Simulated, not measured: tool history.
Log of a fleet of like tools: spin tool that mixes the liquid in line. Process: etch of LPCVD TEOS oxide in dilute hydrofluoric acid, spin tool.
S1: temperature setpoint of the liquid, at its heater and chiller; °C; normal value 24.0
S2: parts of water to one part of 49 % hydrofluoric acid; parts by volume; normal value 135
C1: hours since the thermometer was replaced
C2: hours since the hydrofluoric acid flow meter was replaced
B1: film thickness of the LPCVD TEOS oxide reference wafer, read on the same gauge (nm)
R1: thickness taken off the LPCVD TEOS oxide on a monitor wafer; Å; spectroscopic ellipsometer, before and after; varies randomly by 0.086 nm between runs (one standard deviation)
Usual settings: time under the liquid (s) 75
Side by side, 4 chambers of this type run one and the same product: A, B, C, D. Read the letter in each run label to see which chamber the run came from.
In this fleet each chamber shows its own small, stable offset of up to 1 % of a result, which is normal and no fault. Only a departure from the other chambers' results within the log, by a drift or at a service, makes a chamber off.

{"run": "1C", "hour": 13.0, "S1": 24.0, "S2": 135, "time under the liquid (s)": 75, "C1": 1893.7, "C2": 1369.6, "B1": 120.03, "R1": 110.01}
{"run": "2D", "hour": 22.7, "S1": 24.0, "S2": 135, "time under the liquid (s)": 75, "C1": 1405.2, "C2": 37.4, "B1": 120.01, "R1": 110.39}
{"run": "3B", "hour": 32.5, "S1": 24.0, "S2": 135, "time under the liquid (s)": 75, "C1": 897.3, "C2": 281.7, "B1": 120.0, "R1": 110.73}
{"run": "4A", "hour": 43.7, "S1": 24.0, "S2": 135, "time under the liquid (s)": 75, "C1": 262.1, "C2": 634.4, "B1": 120.01, "R1": 109.06}
{"run": "5B", "hour": 53.1, "S1": 19.5, "S2": 135, "time under the liquid (s)": 105, "C1": 917.9, "C2": 302.3, "B1": 120.0, "R1": 129.76}
{"run": "6A", "hour": 65.7, "S1": 19.5, "S2": 135, "time under the liquid (s)": 105, "C1": 284.1, "C2": 656.4, "B1": 120.0, "R1": 127.33}
{"run": "7D", "hour": 79.0, "S1": 19.5, "S2": 135, "time under the liquid (s)": 105, "C1": 1461.5, "C2": 93.7, "B1": 119.99, "R1": 129.44}
{"run": "8C", "hour": 85.2, "S1": 19.5, "S2": 135, "time under the liquid (s)": 105, "C1": 1965.9, "C2": 1441.8, "B1": 119.98, "R1": 129.58}
{"run": "9A", "hour": 94.0, "S1": 24.0, "S2": 135, "time under the liquid (s)": 75, "C1": 312.4, "C2": 684.7, "B1": 120.01, "R1": 109.16}
{"run": "10B", "hour": 105.2, "S1": 24.0, "S2": 135, "time under the liquid (s)": 60, "C1": 970.0, "C2": 354.4, "B1": 120.0, "R1": 90.263}
{"hour": 106.2, "done": "chamber B: thermometer replaced"}
{"run": "11D", "hour": 117.8, "S1": 24.0, "S2": 135, "time under the liquid (s)": 60, "C1": 1500.3, "C2": 132.5, "B1": 120.0, "R1": 88.197}
{"run": "12C", "hour": 128.5, "S1": 24.0, "S2": 135, "time under the liquid (s)": 60, "C1": 2009.2, "C2": 1485.1, "B1": 120.01, "R1": 87.245}
{"run": "13D", "hour": 135.3, "S1": 24.0, "S2": 135, "time under the liquid (s)": 60, "C1": 1517.8, "C2": 150.0, "B1": 120.0, "R1": 89.941}
{"run": "14B", "hour": 144.6, "S1": 24.0, "S2": 135, "time under the liquid (s)": 75, "C1": 38.5, "C2": 393.8, "B1": 119.99, "R1": 111.22}
{"run": "15C", "hour": 151.3, "S1": 24.0, "S2": 135, "time under the liquid (s)": 55, "C1": 2032.0, "C2": 1507.9, "B1": 119.99, "R1": 79.417}
{"run": "16A", "hour": 164.2, "S1": 24.0, "S2": 135, "time under the liquid (s)": 55, "C1": 382.6, "C2": 754.9, "B1": 120.0, "R1": 80.604}
{"run": "17B", "hour": 173.1, "S1": 24.0, "S2": 135, "time under the liquid (s)": 55, "C1": 67.0, "C2": 422.3, "B1": 119.99, "R1": 81.909}
{"run": "18A", "hour": 186.3, "S1": 24.0, "S2": 135, "time under the liquid (s)": 55, "C1": 404.7, "C2": 777.0, "B1": 119.99, "R1": 80.469}
{"run": "19C", "hour": 197.7, "S1": 24.0, "S2": 135, "time under the liquid (s)": 75, "C1": 2078.4, "C2": 1554.3, "B1": 120.01, "R1": 111.51}
{"hour": 199.1, "done": "chamber C: thermometer replaced"}
{"run": "20D", "hour": 206.2, "S1": 24.0, "S2": 135, "time under the liquid (s)": 75, "C1": 1588.7, "C2": 220.9, "B1": 120.01, "R1": 116.22}
{"run": "21A", "hour": 214.8, "S1": 24.0, "S2": 135, "time under the liquid (s)": 75, "C1": 433.2, "C2": 805.5, "B1": 119.99, "R1": 109.56}
{"run": "22B", "hour": 225.9, "S1": 24.0, "S2": 135, "time under the liquid (s)": 75, "C1": 119.8, "C2": 475.1, "B1": 120.0, "R1": 109.9}
{"run": "23D", "hour": 233.5, "S1": 24.0, "S2": 135, "time under the liquid (s)": 75, "C1": 1616.0, "C2": 248.2, "B1": 120.0, "R1": 117.17}
{"run": "24C", "hour": 242.1, "S1": 24.0, "S2": 135, "time under the liquid (s)": 75, "C1": 43.1, "C2": 1598.7, "B1": 120.01, "R1": 109.68}
{"run": "25C", "hour": 248.0, "S1": 26.5, "S2": 135, "time under the liquid (s)": 75, "C1": 49.0, "C2": 1604.6, "B1": 120.01, "R1": 120.84}
{"run": "26D", "hour": 254.9, "S1": 26.5, "S2": 135, "time under the liquid (s)": 75, "C1": 1637.4, "C2": 269.6, "B1": 120.0, "R1": 127.71}
{"run": "27B", "hour": 263.0, "S1": 26.5, "S2": 135, "time under the liquid (s)": 75, "C1": 156.9, "C2": 512.2, "B1": 120.0, "R1": 121.69}
{"run": "28A", "hour": 275.9, "S1": 26.5, "S2": 135, "time under the liquid (s)": 75, "C1": 494.3, "C2": 866.6, "B1": 120.0, "R1": 121.01}
{"hour": 277.2, "done": "chamber C: hydrofluoric acid flow meter replaced"}
{"run": "29D", "hour": 285.7, "S1": 24.0, "S2": 135, "time under the liquid (s)": 75, "C1": 1668.2, "C2": 300.4, "B1": 120.01, "R1": 119.12}
{"hour": 293.3, "done": "chamber B: hydrofluoric acid flow meter replaced"}
{"run": "30C", "hour": 294.9, "S1": 24.0, "S2": 135, "time under the liquid (s)": 75, "C1": 95.9, "C2": 17.7, "B1": 119.99, "R1": 108.76}
{"run": "31B", "hour": 300.8, "S1": 24.0, "S2": 135, "time under the liquid (s)": 75, "C1": 194.7, "C2": 7.5, "B1": 119.99, "R1": 110.77}
{"run": "32A", "hour": 312.1, "S1": 24.0, "S2": 135, "time under the liquid (s)": 75, "C1": 530.5, "C2": 902.8, "B1": 120.0, "R1": 108.66}
{"run": "33B", "hour": 318.6, "S1": 21.5, "S2": 75, "time under the liquid (s)": 75, "C1": 212.5, "C2": 25.3, "B1": 119.99, "R1": 188.58}
{"run": "34A", "hour": 331.2, "S1": 21.5, "S2": 75, "time under the liquid (s)": 75, "C1": 549.6, "C2": 921.9, "B1": 120.01, "R1": 193.03}

Each of the 4 chambers runs these same settings next. Fill in every chamber's results:
{"run": "35A", "hour": 340.7, "S1": 27.0, "S2": 135, "time under the liquid (s)": 75, "R1": "?"}
{"run": "35B", "hour": 340.7, "S1": 27.0, "S2": 135, "time under the liquid (s)": 75, "R1": "?"}
{"run": "35C", "hour": 340.7, "S1": 27.0, "S2": 135, "time under the liquid (s)": 75, "R1": "?"}
{"run": "35D", "hour": 340.7, "S1": 27.0, "S2": 135, "time under the liquid (s)": 75, "R1": "?"}

run=35A R1=121.720
run=35B R1=121.810
run=35C R1=123.680
run=35D R1=136.990
